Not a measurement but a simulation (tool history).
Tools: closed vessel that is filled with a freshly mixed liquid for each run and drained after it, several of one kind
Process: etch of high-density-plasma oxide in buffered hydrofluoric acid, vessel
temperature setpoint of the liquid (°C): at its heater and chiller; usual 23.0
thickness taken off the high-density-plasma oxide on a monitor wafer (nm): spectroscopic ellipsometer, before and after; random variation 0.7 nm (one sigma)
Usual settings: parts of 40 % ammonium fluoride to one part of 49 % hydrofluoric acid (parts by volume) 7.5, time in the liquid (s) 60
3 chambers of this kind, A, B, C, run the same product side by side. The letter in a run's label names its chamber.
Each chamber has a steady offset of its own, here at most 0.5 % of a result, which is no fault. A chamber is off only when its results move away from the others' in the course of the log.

| run | hour | temperature setpoint of the liquid (°C) | parts of 40 % ammonium fluoride to one part of 49 % hydrofluoric acid (parts by volume) | time in the liquid (s) | hours since the thermometer was replaced | hours since the hydrofluoric acid flow meter was replaced | read-back film thickness of the high-density-plasma oxide reference wafer, read on the same gauge (nm) | thickness taken off the high-density-plasma oxide on a monitor wafer (nm) |
|---|---|---|---|---|---|---|---|---|
| 1C | 5.7 | 23.0 | 7.5 | 60 | 206.0 | 352.7 | 30.028 | 97.905 |
| 2A | 11.5 | 23.0 | 7.5 | 60 | 1044.0 | 898.1 | 30.030 | 97.918 |
| 3B | 14.2 | 23.0 | 7.5 | 60 | 985.6 | 1809.5 | 29.977 | 100.010 |
| 4A | 19.9 | 23.0 | 7.5 | 60 | 1052.4 | 906.5 | 29.974 | 98.375 |
| 5B | 26.3 | 23.0 | 7.5 | 60 | 997.7 | 1821.6 | 30.028 | 98.779 |
| 6C | 29.7 | 23.0 | 7.5 | 60 | 230.0 | 376.7 | 30.015 | 98.278 |
| 7B | 34.7 | 23.0 | 7.5 | 60 | 1006.1 | 1830.0 | 29.980 | 97.262 |
| 8A | 39.6 | 23.0 | 7.5 | 60 | 1072.1 | 926.2 | 30.002 | 99.177 |
| 9C | 42.7 | 23.0 | 7.5 | 60 | 243.0 | 389.7 | 30.017 | 98.265 |
|  | 44.9 | chamber C: hydrofluoric acid flow meter replaced |
| 10C | 48.7 | 23.0 | 7.5 | 60 | 249.0 | 3.9 | 29.967 | 97.594 |
| 11A | 53.1 | 23.0 | 7.5 | 60 | 1085.6 | 939.7 | 29.992 | 97.442 |
| 12B | 57.4 | 23.0 | 7.5 | 60 | 1028.8 | 1852.7 | 29.982 | 98.268 |
| 13A | 63.7 | 28.0 | 5.0 | 60 | 1096.2 | 950.3 | 29.971 | 186.450 |
| 14B | 69.1 | 28.0 | 5.0 | 60 | 1040.5 | 1864.4 | 29.999 | 185.080 |
| 15C | 73.0 | 28.0 | 5.0 | 60 | 273.3 | 28.2 | 30.010 | 183.150 |
| 16C | 77.2 | 21.5 | 7.5 | 60 | 277.5 | 32.4 | 29.966 | 90.006 |
| 17B | 82.4 | 21.5 | 7.5 | 60 | 1053.8 | 1877.7 | 30.017 | 90.344 |
| 18A | 88.7 | 21.5 | 7.5 | 60 | 1121.2 | 975.3 | 29.981 | 90.567 |
| 19C | 92.2 | 23.0 | 7.5 | 60 | 292.5 | 47.4 | 29.967 | 97.835 |
| 20A | 97.7 | 23.0 | 7.5 | 60 | 1130.2 | 984.3 | 30.016 | 97.355 |
| 21B | 103.1 | 23.0 | 7.5 | 60 | 1074.5 | 1898.4 | 30.043 | 97.915 |
| 22C | 107.6 | 23.0 | 7.5 | 60 | 307.9 | 62.8 | 29.991 | 99.547 |
| 23B | 112.8 | 23.0 | 7.5 | 60 | 1084.2 | 1908.1 | 30.017 | 97.918 |
| 24A | 118.2 | 23.0 | 7.5 | 60 | 1150.7 | 1004.8 | 30.004 | 99.428 |
| 25A | 124.2 | 23.0 | 7.5 | 80 | 1156.7 | 1010.8 | 29.999 | 132.700 |
| 26B | 127.0 | 23.0 | 7.5 | 80 | 1098.4 | 1922.3 | 30.020 | 130.840 |
| 27C | 129.8 | 23.0 | 7.5 | 80 | 330.1 | 85.0 | 29.996 | 131.030 |
| 28C | 134.0 | 23.0 | 7.5 | 60 | 334.3 | 89.2 | 30.011 | 98.256 |
| 29A | 137.5 | 23.0 | 7.5 | 60 | 1170.0 | 1024.1 | 29.998 | 98.275 |
| 30B | 140.5 | 23.0 | 5.5 | 30 | 1111.9 | 1935.8 | 30.016 | 65.061 |
| 31B | 144.8 | 23.0 | 5.5 | 30 | 1116.2 | 1940.1 | 30.007 | 65.515 |
| 32A | 150.2 | 23.0 | 5.5 | 30 | 1182.7 | 1036.8 | 30.005 | 64.632 |
| 33C | 156.3 | 23.0 | 7.5 | 60 | 356.6 | 111.5 | 30.022 | 98.204 |
| 34B | 160.6 | 23.0 | 7.5 | 60 | 1132.0 | 1955.9 | 30.003 | 99.974 |
| 35A | 164.6 | 23.0 | 7.5 | 35 | 1197.1 | 1051.2 | 29.985 | 56.858 |
| 36C | 167.6 | 23.0 | 7.5 | 35 | 367.9 | 122.8 | 30.034 | 57.544 |
| 37B | 171.0 | 23.0 | 7.5 | 35 | 1142.4 | 1966.3 | 29.988 | 57.289 |
| 38C | 176.7 | 23.0 | 7.5 | 60 | 377.0 | 131.9 | 30.000 | 96.664 |
| 39A | 180.2 | 23.0 | 7.5 | 60 | 1212.7 | 1066.8 | 30.011 | 98.567 |
| 40B | 184.1 | 23.0 | 7.5 | 60 | 1155.5 | 1979.4 | 30.014 | 98.875 |

What goes on in this fleet: one chamber off, a drifting gauge, or nothing beyond the chambers' own small offsets? Name the chamber and the cause, if any.

No chamber stands off beyond its own small offset, and the gauge holds steady.
